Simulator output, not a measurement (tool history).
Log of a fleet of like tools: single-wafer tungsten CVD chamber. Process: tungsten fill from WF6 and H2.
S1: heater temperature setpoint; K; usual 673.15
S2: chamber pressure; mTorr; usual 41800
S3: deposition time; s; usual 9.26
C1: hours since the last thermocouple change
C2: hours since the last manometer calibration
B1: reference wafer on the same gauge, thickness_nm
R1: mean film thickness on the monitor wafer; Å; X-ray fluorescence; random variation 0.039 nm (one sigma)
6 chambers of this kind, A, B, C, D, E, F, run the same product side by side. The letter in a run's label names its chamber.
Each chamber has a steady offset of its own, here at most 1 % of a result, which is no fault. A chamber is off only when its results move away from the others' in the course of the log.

run	hour	S1	S2	S3	C1	C2	B1	R1
1E	4.3	673.15	41800	9.26	628	1395.9	31.602	312.16
2B	8.3	673.15	41800	9.26	1528.8	1648.7	31.608	311.18
3A	11.5	673.15	41800	9.26	368.7	914.7	31.613	309.94
4F	15.8	673.15	41800	9.26	560.3	1135.4	31.616	315.93
5D	21.2	673.15	41800	9.26	935.7	941	31.626	315.51
6C	27	673.15	41800	9.26	252.6	1121.2	31.626	315.22
7E	32	673.15	41800	9.26	655.7	1423.6	31.631	312.15
8D	36.9	673.15	41800	9.26	951.4	956.7	31.63	315.94
9F	40.7	673.15	41800	9.26	585.2	1160.3	31.637	315.7
10A	46.7	673.15	41800	9.26	403.9	949.9	31.633	310.28
11B	52.5	673.15	41800	9.26	1573	1692.9	31.643	311.02
12C	57.7	673.15	41800	9.26	283.3	1151.9	31.647	315.26
13C	63.6	673.15	41800	9.26	289.2	1157.8	31.66	315.17
14F	69.4	673.15	41800	9.26	613.9	1189	31.655	316.03
15E	72.6	673.15	41800	9.26	696.3	1464.2	31.658	311.83
16A	77.4	673.15	41800	9.26	434.6	980.6	31.66	310.73
17D	81.3	673.15	41800	9.26	995.8	1001.1	31.664	315.31
18B	85	673.15	41800	10.16	1605.5	1725.4	31.671	340.88
19B	90.3	673.15	41800	10.16	1610.8	1730.7	31.673	341.15
20E	95.7	673.15	41800	10.16	719.4	1487.3	31.688	342.92
21C	99.9	673.15	41800	10.16	325.5	1194.1	31.673	346.06
22F	104.2	673.15	41800	10.16	648.7	1223.8	31.685	346.56
23A	110.5	673.15	41800	10.16	467.7	1013.7	31.69	341.33
24D	116.2	673.15	41800	11.07	1030.7	1036	31.697	377.96
25B	122.2	673.15	41800	11.07	1642.7	1762.6	31.702	371.77
26F	128.4	673.15	41800	11.07	672.9	1248	31.704	379
27A	133	673.15	41800	11.07	490.2	1036.2	31.714	372.72
28E	139.2	673.15	41800	11.07	762.9	1530.8	31.709	375.36
29D	144	673.15	41800	11.07	1058.5	1063.8	31.724	378.53
30C	147.8	673.15	41800	7.61	373.4	1242	31.718	259.32
31F	151	673.15	41800	7.61	695.5	1270.6	31.723	259.92
32D	155.9	673.15	41800	7.61	1070.4	1075.7	31.731	260.62
33A	162.4	673.15	41800	7.61	519.6	1065.6	31.729	255.14
34E	166.9	673.15	41800	7.61	790.6	1558.5	31.744	257.69
35B	173.1	673.15	41800	7.61	1693.6	1813.5	31.756	255.32
36C	177.4	673.15	41800	11.07	403	1271.6	31.742	378.18
37E	181.1	673.15	41800	11.07	804.8	1572.7	31.75	374.4
38D	184.8	673.15	41800	11.07	1099.3	1104.6	31.756	378.97
39C	190.6	673.15	41800	11.07	416.2	1284.8	31.758	379.78
40B	194	673.15	41800	11.07	1714.5	1834.4	31.759	373.47

What goes on in this fleet: one chamber off, a drifting gauge, or nothing beyond the chambers' own small offsets? Name the chamber and the cause, if any.

The gauge drifts, so all chambers seem to drift together. No chamber is off.
Cause: gauge reads high (%) = 0.513.
